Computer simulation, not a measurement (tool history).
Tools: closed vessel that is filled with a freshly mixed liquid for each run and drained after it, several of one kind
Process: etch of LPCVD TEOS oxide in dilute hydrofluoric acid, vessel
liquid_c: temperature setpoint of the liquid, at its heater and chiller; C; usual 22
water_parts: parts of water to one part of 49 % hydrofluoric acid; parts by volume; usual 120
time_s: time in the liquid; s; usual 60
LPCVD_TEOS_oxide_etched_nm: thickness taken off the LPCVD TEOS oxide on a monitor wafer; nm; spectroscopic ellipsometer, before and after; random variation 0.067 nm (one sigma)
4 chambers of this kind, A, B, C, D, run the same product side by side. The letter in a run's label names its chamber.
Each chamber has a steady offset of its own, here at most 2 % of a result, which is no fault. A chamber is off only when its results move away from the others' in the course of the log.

run,hour,liquid_c,water_parts,time_s,"read-back film thickness of the LPCVD TEOS oxide reference wafer, read on the same gauge (nm)",LPCVD_TEOS_oxide_etched_nm
1B,8.9,22,120,60,80.041,19.617
2C,16.9,22,120,60,80.042,19.869
3D,21.6,22,120,60,79.958,19.378
4A,28.0,22,120,60,80.008,20.041
5C,35.8,22,120,60,80.004,19.892
6D,40.2,22,120,60,79.986,19.515
7B,47.3,22,120,60,79.982,19.636
8A,53.3,22,120,60,80.010,20.100
# hour 53.9: chamber B: hydrofluoric acid flow meter replaced
9C,59.5,22,120,60,80.005,19.739
10A,66.2,22,120,60,80.008,20.060
11B,71.5,22,100,60,80.003,24.199
12D,80.4,22,100,60,80.010,23.970
13D,86.9,22,100,60,80.002,24.097
14A,92.0,22,100,60,80.013,24.631
15B,100.6,22,120,60,80.024,19.614
16C,105.1,22,120,60,79.987,19.661
17C,112.5,22,120,60,79.969,19.688
18B,118.4,22,120,60,80.015,19.690
19D,123.9,22,120,60,79.952,19.534
20A,132.4,22,120,60,80.001,20.058
21B,138.2,22,120,60,80.006,19.686
22A,147.0,22,120,60,79.969,19.972
23D,153.6,22,120,60,79.987,19.458
24C,162.6,22,120,60,79.992,19.510
25B,168.1,22,120,60,80.010,19.655
26D,173.4,22,120,60,80.031,19.487
27A,179.0,22,120,60,80.037,20.091
28C,183.0,22,120,60,80.015,19.415
29C,189.8,22,120,60,80.024,19.393
30A,197.4,22,120,60,80.005,20.051

What goes on in this fleet: one chamber off, a drifting gauge, or nothing beyond the chambers' own small offsets? Name the chamber and the cause, if any.

Chamber C drifts away from the others.
Cause: hydrofluoric acid flow below the setpoint (%) = 2.06.
The log may not tell that from: liquid colder than its thermometer reads (K).

Here are 4 candidates for chamber C's next run, each the usual settings with a change, their results left as question marks. Which one brings its results back in line with what the others give on the usual settings?
In line means no further than this from the other chambers' mean on the usual settings: LPCVD_TEOS_oxide_etched_nm 0.230 nm
31C-1,204.0,21.0,120,60,,?
31C-2,204.0,21.5,120,60,,?
31C-3,204.0,23.0,120,60,,?
31C-4,204.0,22.5,120,60,,?

The other chambers' mean on the usual settings: LPCVD_TEOS_oxide_etched_nm 19.727 nm
run,LPCVD_TEOS_oxide_etched_nm
31C-1,18.593
31C-2,18.962
31C-3,20.115
31C-4,19.730
31C-4 brings the chamber back in line.
